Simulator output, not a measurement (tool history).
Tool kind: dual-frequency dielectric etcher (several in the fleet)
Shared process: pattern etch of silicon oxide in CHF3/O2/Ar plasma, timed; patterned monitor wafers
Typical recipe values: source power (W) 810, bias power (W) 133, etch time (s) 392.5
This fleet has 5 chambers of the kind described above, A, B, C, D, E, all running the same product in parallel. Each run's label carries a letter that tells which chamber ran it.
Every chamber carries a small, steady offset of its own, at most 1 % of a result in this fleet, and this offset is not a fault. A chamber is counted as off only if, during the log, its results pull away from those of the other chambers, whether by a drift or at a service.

run     day  source power (W)  bias power (W)  etch time (s)  hours since the last wet clean  hours since the last source power generator calibration  hours since the last bias power generator calibration  read-back reference wafer on the same gauge, depth_nm  mean etch depth across the wafer (nm)
 1B   0.221               810             133          392.5                           284.1                                                   2469.9                                                 1710.8                                                 768.99                                 786.47
 2E   0.512               810             133          392.5                           200.1                                                   1554.6                                                 1194.1                                                 769.06                                 785.53
 3A   0.971               810             133          392.5                           307.0                                                   1745.9                                                 1284.7                                                 768.46                                 784.08
 4C   1.217               810             133          392.5                           535.1                                                   1246.5                                                 2289.9                                                 768.56                                 787.58
 5D   1.542               700             133          453.0                           293.9                                                   3556.5                                                 3878.8                                                 768.33                                 856.45
 6E   1.888               700             133          453.0                           233.1                                                   1587.6                                                 1227.1                                                 768.15                                 855.51
 7A   2.192               700             133          453.0                           336.3                                                   1775.2                                                 1314.0                                                 768.23                                 856.85
 8D   2.546               700             133          453.0                           318.0                                                   3580.6                                                 3902.9                                                 767.93                                 855.22
 9B   2.867               700             133          453.0                           347.6                                                   2533.4                                                 1774.3                                                 767.92                                 858.09
10C   3.338               810             133          392.5                           586.0                                                   1297.4                                                 2340.8                                                 767.70                                 786.53
      3.558  -- chamber A: wet clean of the chamber
11E   3.629               810             133          392.5                           274.9                                                   1629.4                                                 1268.9                                                 768.02                                 784.23
12C   3.867               810             133          392.5                           598.7                                                   1310.1                                                 2353.5                                                 767.33                                 786.11
      4.162  -- chamber C: wet clean of the chamber
13B   4.288               810             133          392.5                           381.7                                                   2567.5                                                 1808.4                                                 767.82                                 785.71
14A   4.533               810             133          392.5                            23.5                                                   1831.4                                                 1370.2                                                 767.56                                 783.48
15D   5.012               810             133          392.5                           377.2                                                   3639.8                                                 3962.1                                                 767.41                                 785.93
16C   5.492               660             133          392.5                            32.0                                                   1349.1                                                 2392.5                                                 767.16                                 725.79
17A   5.858               660             133          392.5                            55.3                                                   1863.2                                                 1402.0                                                 766.88                                 721.64
18D   6.146               660             133          392.5                           404.4                                                   3667.0                                                 3989.3                                                 766.69                                 724.78
19B   6.367               660             133          392.5                           431.6                                                   2617.4                                                 1858.3                                                 766.77                                 724.87
20E   6.796               660             133          392.5                           350.9                                                   1705.4                                                 1344.9                                                 766.78                                 721.39
21D   7.096               810             133          392.5                           427.2                                                   3689.8                                                 4012.1                                                 766.65                                 783.97
22A   7.425               810             133          392.5                            92.9                                                   1900.8                                                 1439.6                                                 766.44                                 780.10
23E   7.662               810             148          502.0                           371.7                                                   1726.2                                                 1365.7                                                 766.28                                1033.00
      7.929  -- chamber B: wet clean of the chamber
24B   8.004               810             148          502.0                             1.8                                                   2656.7                                                 1897.6                                                 766.11                                1037.60
25C   8.283               810             148          502.0                            99.0                                                   1416.1                                                 2459.5                                                 766.12                                1039.00
26B   8.671               810             148          502.0                            17.8                                                   2672.7                                                 1913.6                                                 766.02                                1035.30
27C   8.892               810             148          502.0                           113.6                                                   1430.7                                                 2474.1                                                 765.87                                1038.10
28A   9.346               810             133          392.5                           139.0                                                   1946.9                                                 1485.7                                                 765.78                                 779.85
29D   9.696               810             133          392.5                           489.6                                                   3752.2                                                 4074.5                                                 765.30                                 781.41
30E   9.975               810             133          392.5                           427.2                                                   1781.7                                                 1421.2                                                 765.41                                 779.72
31C  10.250               810             133          392.5                           146.2                                                   1463.3                                                 2506.7                                                 765.43                                 785.12

Predict what each chamber gives when all 5 of them run the settings below next.
32A  10.596               810             133          392.5                                                                                                                                                                                                                                             ?
32B  10.596               810             133          392.5                                                                                                                                                                                                                                             ?
32C  10.596               810             133          392.5                                                                                                                                                                                                                                             ?
32D  10.596               810             133          392.5                                                                                                                                                                                                                                             ?
32E  10.596               810             133          392.5                                                                                                                                                                                                                                             ?

run  mean etch depth across the wafer (nm)
32A                                 782.00
32B                                 784.44
32C                                 784.64
32D                                 781.48
32E                                 782.70
